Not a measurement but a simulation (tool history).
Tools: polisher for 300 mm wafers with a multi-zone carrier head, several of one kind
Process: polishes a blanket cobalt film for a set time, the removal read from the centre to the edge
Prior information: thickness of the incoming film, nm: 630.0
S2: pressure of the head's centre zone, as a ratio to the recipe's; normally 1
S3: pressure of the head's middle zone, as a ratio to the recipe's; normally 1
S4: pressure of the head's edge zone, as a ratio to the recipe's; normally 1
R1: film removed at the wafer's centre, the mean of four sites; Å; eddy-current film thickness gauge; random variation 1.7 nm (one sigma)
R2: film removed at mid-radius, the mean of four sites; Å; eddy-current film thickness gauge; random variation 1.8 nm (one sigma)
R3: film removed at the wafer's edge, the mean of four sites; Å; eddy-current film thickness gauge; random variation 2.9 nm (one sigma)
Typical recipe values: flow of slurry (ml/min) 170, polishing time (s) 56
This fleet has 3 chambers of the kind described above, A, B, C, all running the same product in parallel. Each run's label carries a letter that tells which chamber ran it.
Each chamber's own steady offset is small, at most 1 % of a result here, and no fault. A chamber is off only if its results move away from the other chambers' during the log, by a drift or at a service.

run 1A day=0.246 | flow_of_slurry_(ml/min)=170 S2=1 S3=1 S4=1 polishing_time_(s)=56 | R1=2549.4 R2=2530.3 R3=2471.8
run 2C day=0.471 | flow_of_slurry_(ml/min)=170 S2=1 S3=1 S4=1 polishing_time_(s)=56 | R1=2551.5 R2=2512.2 R3=2533.6
run 3B day=0.692 | flow_of_slurry_(ml/min)=170 S2=1 S3=1 S4=1 polishing_time_(s)=56 | R1=2489.4 R2=2522 R3=2503.3
run 4B day=0.942 | flow_of_slurry_(ml/min)=170 S2=1 S3=1 S4=1 polishing_time_(s)=56 | R1=2527 R2=2574.7 R3=2559.2
-- day=1.162 chamber B: worn pad replaced by a new one
run 5A day=1.212 | flow_of_slurry_(ml/min)=170 S2=1 S3=1.06 S4=1 polishing_time_(s)=56 | R1=2531.2 R2=2665.4 R3=2538.2
run 6C day=1.342 | flow_of_slurry_(ml/min)=170 S2=1 S3=1.06 S4=1 polishing_time_(s)=56 | R1=2555.1 R2=2671.1 R3=2526.8
run 7C day=1.588 | flow_of_slurry_(ml/min)=170 S2=1 S3=1.06 S4=1 polishing_time_(s)=56 | R1=2549.3 R2=2678.3 R3=2460.8
run 8A day=1.808 | flow_of_slurry_(ml/min)=170 S2=1 S3=1 S4=1 polishing_time_(s)=56 | R1=2537.2 R2=2546.7 R3=2516.9
run 9B day=1.938 | flow_of_slurry_(ml/min)=170 S2=1 S3=1 S4=1 polishing_time_(s)=56 | R1=2528.2 R2=2514.2 R3=2532.9
-- day=1.979 chamber C: worn pad replaced by a new one
run 10A day=2.212 | flow_of_slurry_(ml/min)=170 S2=1 S3=1 S4=1 polishing_time_(s)=56 | R1=2560.4 R2=2523.7 R3=2557.9
run 11B day=2.342 | flow_of_slurry_(ml/min)=170 S2=1 S3=1 S4=1 polishing_time_(s)=56 | R1=2512.5 R2=2520.5 R3=2557.7
run 12C day=2.521 | flow_of_slurry_(ml/min)=170 S2=1 S3=1 S4=1 polishing_time_(s)=56 | R1=2537.5 R2=2514.4 R3=2497.1
run 13C day=2.658 | flow_of_slurry_(ml/min)=170 S2=1 S3=1 S4=1 polishing_time_(s)=56 | R1=2508.5 R2=2482.7 R3=2468.4
run 14B day=2.821 | flow_of_slurry_(ml/min)=170 S2=1 S3=1 S4=1 polishing_time_(s)=56 | R1=2531.1 R2=2531.3 R3=2526.1
-- day=2.921 chamber A: worn pad replaced by a new one
run 15A day=2.979 | flow_of_slurry_(ml/min)=170 S2=1 S3=1 S4=1 polishing_time_(s)=56 | R1=2553 R2=2544.7 R3=2572.3
run 16B day=3.108 | flow_of_slurry_(ml/min)=170 S2=1 S3=1 S4=1 polishing_time_(s)=56 | R1=2519.3 R2=2518.7 R3=2548
run 17A day=3.317 | flow_of_slurry_(ml/min)=170 S2=1 S3=1 S4=1 polishing_time_(s)=56 | R1=2532.3 R2=2581.5 R3=2516.2
run 18C day=3.6 | flow_of_slurry_(ml/min)=170 S2=1 S3=1 S4=1 polishing_time_(s)=56 | R1=2541.2 R2=2474.3 R3=2505.6
run 19C day=3.875 | flow_of_slurry_(ml/min)=170 S2=1 S3=1 S4=1 polishing_time_(s)=56 | R1=2531.4 R2=2489.3 R3=2547.6
run 20B day=4.146 | flow_of_slurry_(ml/min)=170 S2=1 S3=1 S4=1 polishing_time_(s)=56 | R1=2541.6 R2=2527.2 R3=2508.1
run 21A day=4.279 | flow_of_slurry_(ml/min)=170 S2=1 S3=1 S4=1 polishing_time_(s)=56 | R1=2541.4 R2=2547.2 R3=2586.4
-- day=4.304 chamber C: worn pad replaced by a new one
run 22C day=4.412 | flow_of_slurry_(ml/min)=170 S2=1 S3=1 S4=1 polishing_time_(s)=56 | R1=2552.8 R2=2503.1 R3=2509.7
run 23B day=4.638 | flow_of_slurry_(ml/min)=170 S2=1 S3=1.06 S4=1 polishing_time_(s)=56 | R1=2511.9 R2=2700.8 R3=2560.4
run 24A day=4.9 | flow_of_slurry_(ml/min)=170 S2=1 S3=1.06 S4=1 polishing_time_(s)=56 | R1=2498.6 R2=2681.4 R3=2583.8
run 25A day=5.088 | flow_of_slurry_(ml/min)=170 S2=1 S3=1.06 S4=1 polishing_time_(s)=56 | R1=2572.6 R2=2681.8 R3=2538
run 26B day=5.338 | flow_of_slurry_(ml/min)=170 S2=1 S3=1 S4=1 polishing_time_(s)=56 | R1=2512.9 R2=2492.2 R3=2550.1
run 27C day=5.571 | flow_of_slurry_(ml/min)=170 S2=1 S3=1 S4=1 polishing_time_(s)=56 | R1=2566.2 R2=2503.5 R3=2511.5
run 28C day=5.862 | flow_of_slurry_(ml/min)=170 S2=1 S3=1 S4=1 polishing_time_(s)=48 | R1=2168.5 R2=2162.9 R3=2179.7
run 29A day=6.046 | flow_of_slurry_(ml/min)=170 S2=1 S3=1 S4=1 polishing_time_(s)=48 | R1=2192.5 R2=2201.3 R3=2186.5
-- day=6.062 chamber C: centre zone pressure recalibrated
run 30B day=6.292 | flow_of_slurry_(ml/min)=170 S2=1 S3=1 S4=1 polishing_time_(s)=48 | R1=2160.2 R2=2158.7 R3=2140.1
run 31C day=6.438 | flow_of_slurry_(ml/min)=170 S2=1 S3=1 S4=1 polishing_time_(s)=56 | R1=2544.3 R2=2515.1 R3=2485.8
-- day=6.483 chamber C: worn pad replaced by a new one
run 32B day=6.592 | flow_of_slurry_(ml/min)=170 S2=1 S3=1 S4=1 polishing_time_(s)=56 | R1=2504.9 R2=2542.1 R3=2501.9
-- day=6.692 chamber B: worn pad replaced by a new one
run 33A day=6.733 | flow_of_slurry_(ml/min)=170 S2=1 S3=1 S4=1 polishing_time_(s)=56 | R1=2556.2 R2=2548 R3=2552.1
-- day=6.779 chamber A: slurry nozzle cleaned
run 34C day=6.858 | flow_of_slurry_(ml/min)=170 S2=1 S3=1 S4=1 polishing_time_(s)=56 | R1=2545.3 R2=2542.7 R3=2520.4
-- day=6.938 chamber B: slurry nozzle cleaned
run 35A day=7 | flow_of_slurry_(ml/min)=170 S2=1 S3=1 S4=1 polishing_time_(s)=56 | R1=2555.7 R2=2521.6 R3=2539.1
run 36B day=7.242 | flow_of_slurry_(ml/min)=170 S2=1 S3=1.11 S4=1 polishing_time_(s)=56 | R1=2500.7 R2=2784.7 R3=2557.4
run 37C day=7.421 | flow_of_slurry_(ml/min)=170 S2=1 S3=1.11 S4=1 polishing_time_(s)=56 | R1=2547 R2=2760.5 R3=2521.6

Is one chamber out of step, is the gauge drifting, or do the chambers differ by no more than their own small offsets? For an off chamber, give its letter and the likeliest cause.

The fleet is healthy, with each chamber sitting at its usual small offset and no drift in the gauge.
